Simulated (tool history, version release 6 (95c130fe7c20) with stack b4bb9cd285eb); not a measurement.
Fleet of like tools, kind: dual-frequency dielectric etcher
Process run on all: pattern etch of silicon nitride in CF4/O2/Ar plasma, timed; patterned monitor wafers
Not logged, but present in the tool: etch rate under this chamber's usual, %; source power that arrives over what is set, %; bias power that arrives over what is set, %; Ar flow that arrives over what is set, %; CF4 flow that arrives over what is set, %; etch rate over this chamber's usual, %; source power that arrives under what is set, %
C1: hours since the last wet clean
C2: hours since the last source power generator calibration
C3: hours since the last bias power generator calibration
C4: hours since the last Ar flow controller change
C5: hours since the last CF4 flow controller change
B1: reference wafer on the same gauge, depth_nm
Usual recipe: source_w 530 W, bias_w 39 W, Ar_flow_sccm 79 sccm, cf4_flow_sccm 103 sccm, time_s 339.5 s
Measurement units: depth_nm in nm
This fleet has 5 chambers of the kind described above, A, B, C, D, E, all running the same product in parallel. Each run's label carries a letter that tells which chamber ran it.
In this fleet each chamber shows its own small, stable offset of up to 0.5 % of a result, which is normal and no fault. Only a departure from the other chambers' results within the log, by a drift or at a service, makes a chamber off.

At hour 7.1: chamber A: wet clean of the chamber.
Run 1C, hour 14.8: usual settings; C1 609.9; C2 202.8; C3 2154.5; C4 845; C5 935.2; B1 656.9. Result: depth_nm 639.82 nm.
Run 2E, hour 22.3: usual settings; C1 322.3; C2 2612; C3 1153.5; C4 3280.7; C5 3485.9; B1 657.3. Result: depth_nm 642.09 nm.
Run 3A, hour 33.8: usual settings; C1 26.8; C2 681.2; C3 959.4; C4 1018.8; C5 1028.9; B1 656.97. Result: depth_nm 644.78 nm.
At hour 40.8: chamber C: wet clean of the chamber.
Run 4B, hour 46.1: usual settings; C1 224.8; C2 1718.3; C3 875.3; C4 1180.3; C5 1390.7; B1 657.39. Result: depth_nm 640.65 nm.
Run 5D, hour 56.5: usual settings; C1 400.4; C2 970.3; C3 277.3; C4 2438.7; C5 2496.1; B1 656.93. Result: depth_nm 639.77 nm.
Run 6B, hour 71.4: usual settings; C1 250.1; C2 1743.6; C3 900.6; C4 1205.6; C5 1416; B1 657.19. Result: depth_nm 645.1 nm.
Run 7A, hour 83.7: usual settings; C1 76.7; C2 731.1; C3 1009.3; C4 1068.7; C5 1078.8; B1 656.78. Result: depth_nm 641.98 nm.
Run 8D, hour 94.8: usual settings but bias_w 45 W, time_s 393.5 s; C1 438.7; C2 1008.6; C3 315.6; C4 2477; C5 2534.4; B1 657.02. Result: depth_nm 777.54 nm.
Run 9E, hour 103.2: usual settings but bias_w 45 W, time_s 393.5 s; C1 403.2; C2 2692.9; C3 1234.4; C4 3361.6; C5 3566.8; B1 657.03. Result: depth_nm 776.3 nm.
Run 10C, hour 115.7: usual settings but bias_w 45 W, time_s 393.5 s; C1 74.9; C2 303.7; C3 2255.4; C4 945.9; C5 1036.1; B1 656.74. Result: depth_nm 777.91 nm.
Run 11C, hour 124.1: usual settings but bias_w 45 W, time_s 393.5 s; C1 83.3; C2 312.1; C3 2263.8; C4 954.3; C5 1044.5; B1 656.66. Result: depth_nm 781.04 nm.
Run 12D, hour 138.8: usual settings but bias_w 45 W, time_s 393.5 s; C1 482.7; C2 1052.6; C3 359.6; C4 2521; C5 2578.4; B1 656.99. Result: depth_nm 777.04 nm.
Run 13E, hour 150.8: usual settings; C1 450.8; C2 2740.5; C3 1282; C4 3409.2; C5 3614.4; B1 657.34. Result: depth_nm 642.75 nm.
Run 14B, hour 159.6: usual settings; C1 338.3; C2 1831.8; C3 988.8; C4 1293.8; C5 1504.2; B1 656.91. Result: depth_nm 637.62 nm.
At hour 172.3: chamber D: wet clean of the chamber.
Run 15A, hour 174.6: usual settings; C1 167.6; C2 822; C3 1100.2; C4 1159.6; C5 1169.7; B1 657.48. Result: depth_nm 644.07 nm.
Run 16A, hour 187.3: usual settings; C1 180.3; C2 834.7; C3 1112.9; C4 1172.3; C5 1182.4; B1 656.51. Result: depth_nm 641.64 nm.
Run 17E, hour 200.1: usual settings; C1 500.1; C2 2789.8; C3 1331.3; C4 3458.5; C5 3663.7; B1 656.93. Result: depth_nm 641.2 nm.
Run 18B, hour 216.9: usual settings; C1 395.6; C2 1889.1; C3 1046.1; C4 1351.1; C5 1561.5; B1 657.23. Result: depth_nm 632.98 nm.
Run 19D, hour 228.9: usual settings; C1 56.7; C2 1142.7; C3 449.7; C4 2611.1; C5 2668.5; B1 656.93. Result: depth_nm 636.16 nm.
Run 20C, hour 245.1: usual settings but cf4_flow_sccm 117 sccm; C1 204.3; C2 433.1; C3 2384.8; C4 1075.3; C5 1165.5; B1 657.58. Result: depth_nm 646.67 nm.
Run 21D, hour 261: usual settings but cf4_flow_sccm 117 sccm; C1 88.8; C2 1174.8; C3 481.8; C4 2643.2; C5 2700.6; B1 656.96. Result: depth_nm 647.26 nm.
Run 22B, hour 270: usual settings but cf4_flow_sccm 117 sccm; C1 448.7; C2 1942.2; C3 1099.2; C4 1404.2; C5 1614.6; B1 657.39. Result: depth_nm 633.93 nm.
Run 23A, hour 284.3: usual settings but cf4_flow_sccm 117 sccm; C1 277.3; C2 931.7; C3 1209.9; C4 1269.3; C5 1279.4; B1 656.77. Result: depth_nm 650.36 nm.
At hour 289.4: chamber E: wet clean of the chamber.
Run 24C, hour 300.4: usual settings but cf4_flow_sccm 117 sccm; C1 259.6; C2 488.4; C3 2440.1; C4 1130.6; C5 1220.8; B1 657.25. Result: depth_nm 647.58 nm.
Run 25E, hour 312: usual settings but Ar_flow_sccm 70 sccm; C1 22.6; C2 2901.7; C3 1443.2; C4 3570.4; C5 3775.6; B1 657.1. Result: depth_nm 648.42 nm.
Run 26C, hour 326.4: usual settings but Ar_flow_sccm 70 sccm; C1 285.6; C2 514.4; C3 2466.1; C4 1156.6; C5 1246.8; B1 656.79. Result: depth_nm 650.25 nm.
Run 27D, hour 336.4: usual settings but Ar_flow_sccm 70 sccm; C1 164.2; C2 1250.2; C3 557.2; C4 2718.6; C5 2776; B1 656.95. Result: depth_nm 646.43 nm.
Run 28B, hour 346.6: usual settings but Ar_flow_sccm 70 sccm; C1 525.3; C2 2018.8; C3 1175.8; C4 1480.8; C5 1691.2; B1 657.27. Result: depth_nm 627.59 nm.
Run 29A, hour 356.8: usual settings but Ar_flow_sccm 70 sccm; C1 349.8; C2 1004.2; C3 1282.4; C4 1341.8; C5 1351.9; B1 656.94. Result: depth_nm 654.41 nm.
Run 30E, hour 367.2: usual settings; C1 77.8; C2 2956.9; C3 1498.4; C4 3625.6; C5 3830.8; B1 656.86. Result: depth_nm 643.38 nm.
Run 31E, hour 378.5: usual settings; C1 89.1; C2 2968.2; C3 1509.7; C4 3636.9; C5 3842.1; B1 657.47. Result: depth_nm 644.16 nm.

Predict what each chamber gives when all 5 of them run the settings below next.
Run 32A, hour 390.5: usual settings but Ar_flow_sccm 88 sccm. Result: depth_nm ?.
Run 32B, hour 390.5: usual settings but Ar_flow_sccm 88 sccm. Result: depth_nm ?.
Run 32C, hour 390.5: usual settings but Ar_flow_sccm 88 sccm. Result: depth_nm ?.
Run 32D, hour 390.5: usual settings but Ar_flow_sccm 88 sccm. Result: depth_nm ?.
Run 32E, hour 390.5: usual settings but Ar_flow_sccm 88 sccm. Result: depth_nm ?.

run  depth_nm
32A    630.91
32B    606.78
32C    629.88
32D    631.23
32E    630.44
